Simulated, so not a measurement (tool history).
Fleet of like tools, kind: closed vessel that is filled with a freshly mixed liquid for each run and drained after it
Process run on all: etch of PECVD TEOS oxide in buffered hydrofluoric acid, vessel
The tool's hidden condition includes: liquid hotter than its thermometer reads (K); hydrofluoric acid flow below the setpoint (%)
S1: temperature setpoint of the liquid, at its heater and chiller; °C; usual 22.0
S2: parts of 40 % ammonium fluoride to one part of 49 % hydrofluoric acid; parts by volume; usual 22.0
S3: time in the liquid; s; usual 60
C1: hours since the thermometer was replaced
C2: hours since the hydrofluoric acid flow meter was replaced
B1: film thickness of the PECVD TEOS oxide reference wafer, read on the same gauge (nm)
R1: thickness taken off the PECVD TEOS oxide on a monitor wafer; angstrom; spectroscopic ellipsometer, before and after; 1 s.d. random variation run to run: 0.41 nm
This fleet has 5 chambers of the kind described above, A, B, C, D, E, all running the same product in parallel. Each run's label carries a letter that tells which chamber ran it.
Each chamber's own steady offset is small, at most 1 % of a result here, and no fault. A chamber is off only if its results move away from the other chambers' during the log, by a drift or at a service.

{"run": "1E", "hour": 5.3, "S1": 22.0, "S2": 22.0, "S3": 60, "C1": 1624.1, "C2": 808.0, "B1": 139.98, "R1": 573.81}
{"run": "2A", "hour": 13.2, "S1": 22.0, "S2": 22.0, "S3": 60, "C1": 2111.2, "C2": 819.9, "B1": 140.01, "R1": 563.94}
{"run": "3C", "hour": 22.6, "S1": 22.0, "S2": 22.0, "S3": 60, "C1": 583.9, "C2": 250.2, "B1": 139.97, "R1": 576.39}
{"run": "4D", "hour": 27.4, "S1": 22.0, "S2": 22.0, "S3": 60, "C1": 215.6, "C2": 377.5, "B1": 140.02, "R1": 572.39}
{"run": "5B", "hour": 33.3, "S1": 19.0, "S2": 22.0, "S3": 60, "C1": 962.9, "C2": 1275.9, "B1": 139.98, "R1": 479.77}
{"run": "6A", "hour": 38.9, "S1": 19.0, "S2": 22.0, "S3": 60, "C1": 2136.9, "C2": 845.6, "B1": 140.01, "R1": 481.5}
{"run": "7D", "hour": 44.5, "S1": 19.0, "S2": 22.0, "S3": 60, "C1": 232.7, "C2": 394.6, "B1": 140.02, "R1": 478.3}
{"run": "8E", "hour": 50.7, "S1": 19.0, "S2": 22.0, "S3": 60, "C1": 1669.5, "C2": 853.4, "B1": 140.03, "R1": 484.47}
{"run": "9C", "hour": 55.8, "S1": 19.0, "S2": 22.0, "S3": 60, "C1": 617.1, "C2": 283.4, "B1": 140.01, "R1": 482.76}
{"run": "10B", "hour": 63.8, "S1": 25.5, "S2": 26.5, "S3": 60, "C1": 993.4, "C2": 1306.4, "B1": 139.99, "R1": 613.6}
{"run": "11E", "hour": 68.4, "S1": 25.5, "S2": 26.5, "S3": 60, "C1": 1687.2, "C2": 871.1, "B1": 140.0, "R1": 624.94}
{"run": "12C", "hour": 73.8, "S1": 25.5, "S2": 26.5, "S3": 60, "C1": 635.1, "C2": 301.4, "B1": 139.99, "R1": 601.11}
{"hour": 75.1, "done": "chamber A: hydrofluoric acid flow meter replaced"}
{"run": "13A", "hour": 80.1, "S1": 25.5, "S2": 26.5, "S3": 60, "C1": 2178.1, "C2": 5.1, "B1": 140.01, "R1": 604.84}
{"run": "14B", "hour": 85.2, "S1": 25.5, "S2": 26.5, "S3": 60, "C1": 1014.8, "C2": 1327.8, "B1": 140.03, "R1": 615.41}
{"run": "15D", "hour": 93.5, "S1": 22.0, "S2": 22.0, "S3": 60, "C1": 281.7, "C2": 443.6, "B1": 139.98, "R1": 575.88}
{"run": "16A", "hour": 100.1, "S1": 22.0, "S2": 22.0, "S3": 60, "C1": 2198.1, "C2": 25.1, "B1": 139.98, "R1": 565.08}
{"run": "17D", "hour": 104.3, "S1": 22.0, "S2": 22.0, "S3": 60, "C1": 292.5, "C2": 454.4, "B1": 140.01, "R1": 578.55}
{"hour": 105.4, "done": "chamber A: thermometer replaced"}
{"run": "18C", "hour": 111.0, "S1": 22.0, "S2": 22.0, "S3": 60, "C1": 672.3, "C2": 338.6, "B1": 140.03, "R1": 571.39}
{"run": "19B", "hour": 115.6, "S1": 22.0, "S2": 22.0, "S3": 60, "C1": 1045.2, "C2": 1358.2, "B1": 139.99, "R1": 573.73}
{"run": "20E", "hour": 120.7, "S1": 22.0, "S2": 22.0, "S3": 60, "C1": 1739.5, "C2": 923.4, "B1": 140.02, "R1": 591.46}
{"run": "21C", "hour": 125.8, "S1": 22.0, "S2": 22.0, "S3": 60, "C1": 687.1, "C2": 353.4, "B1": 139.96, "R1": 574.75}
{"run": "22D", "hour": 129.9, "S1": 22.0, "S2": 22.0, "S3": 60, "C1": 318.1, "C2": 480.0, "B1": 140.01, "R1": 580.95}
{"run": "23A", "hour": 135.1, "S1": 22.0, "S2": 22.0, "S3": 60, "C1": 29.8, "C2": 60.1, "B1": 139.99, "R1": 570.66}
{"run": "24B", "hour": 143.0, "S1": 22.0, "S2": 22.0, "S3": 60, "C1": 1072.6, "C2": 1385.6, "B1": 140.04, "R1": 571.69}
{"run": "25E", "hour": 147.5, "S1": 22.0, "S2": 22.0, "S3": 60, "C1": 1766.3, "C2": 950.2, "B1": 140.02, "R1": 597.68}
{"run": "26E", "hour": 152.6, "S1": 19.0, "S2": 22.0, "S3": 60, "C1": 1771.4, "C2": 955.3, "B1": 139.96, "R1": 508.71}
{"hour": 154.3, "done": "chamber B: hydrofluoric acid flow meter replaced"}
{"run": "27B", "hour": 159.8, "S1": 19.0, "S2": 22.0, "S3": 60, "C1": 1089.4, "C2": 5.5, "B1": 139.98, "R1": 487.68}
{"run": "28A", "hour": 167.2, "S1": 19.0, "S2": 22.0, "S3": 60, "C1": 61.9, "C2": 92.2, "B1": 140.02, "R1": 483.12}
{"run": "29C", "hour": 175.8, "S1": 19.0, "S2": 22.0, "S3": 60, "C1": 737.1, "C2": 403.4, "B1": 139.99, "R1": 482.78}
{"run": "30D", "hour": 180.7, "S1": 19.0, "S2": 22.0, "S3": 60, "C1": 368.9, "C2": 530.8, "B1": 140.02, "R1": 485.32}
{"run": "31C", "hour": 187.1, "S1": 22.0, "S2": 22.0, "S3": 60, "C1": 748.4, "C2": 414.7, "B1": 140.0, "R1": 569.81}
{"run": "32B", "hour": 196.3, "S1": 22.0, "S2": 22.0, "S3": 60, "C1": 1125.9, "C2": 42.0, "B1": 140.01, "R1": 579.5}
{"run": "33A", "hour": 203.3, "S1": 22.0, "S2": 22.0, "S3": 60, "C1": 98.0, "C2": 128.3, "B1": 139.97, "R1": 575.8}
{"run": "34E", "hour": 209.3, "S1": 22.0, "S2": 22.0, "S3": 60, "C1": 1828.1, "C2": 1012.0, "B1": 140.04, "R1": 615.34}
{"run": "35D", "hour": 214.1, "S1": 22.0, "S2": 22.0, "S3": 60, "C1": 402.3, "C2": 564.2, "B1": 140.0, "R1": 571.05}
{"run": "36D", "hour": 218.6, "S1": 22.0, "S2": 22.0, "S3": 60, "C1": 406.8, "C2": 568.7, "B1": 139.98, "R1": 569.38}
{"run": "37E", "hour": 226.7, "S1": 22.0, "S2": 22.0, "S3": 60, "C1": 1845.5, "C2": 1029.4, "B1": 139.95, "R1": 617.59}
{"run": "38B", "hour": 233.9, "S1": 22.0, "S2": 14.5, "S3": 60, "C1": 1163.5, "C2": 79.6, "B1": 139.99, "R1": 837.16}
{"run": "39A", "hour": 242.8, "S1": 22.0, "S2": 14.5, "S3": 60, "C1": 137.5, "C2": 167.8, "B1": 139.96, "R1": 834.33}
{"run": "40C", "hour": 250.5, "S1": 22.0, "S2": 14.5, "S3": 60, "C1": 811.8, "C2": 478.1, "B1": 140.0, "R1": 833.05}
{"run": "41A", "hour": 256.6, "S1": 22.0, "S2": 14.5, "S3": 60, "C1": 151.3, "C2": 181.6, "B1": 140.02, "R1": 836.62}

All chambers now run identical settings, listed one chamber a line with results as question marks. What results will each chamber show?
{"run": "42A", "hour": 263.3, "S1": 19.5, "S2": 22.0, "S3": 60, "R1": "?"}
{"run": "42B", "hour": 263.3, "S1": 19.5, "S2": 22.0, "S3": 60, "R1": "?"}
{"run": "42C", "hour": 263.3, "S1": 19.5, "S2": 22.0, "S3": 60, "R1": "?"}
{"run": "42D", "hour": 263.3, "S1": 19.5, "S2": 22.0, "S3": 60, "R1": "?"}
{"run": "42E", "hour": 263.3, "S1": 19.5, "S2": 22.0, "S3": 60, "R1": "?"}

run=42A R1=496.68
run=42B R1=506.93
run=42C R1=503.34
run=42D R1=490.56
run=42E R1=545.88
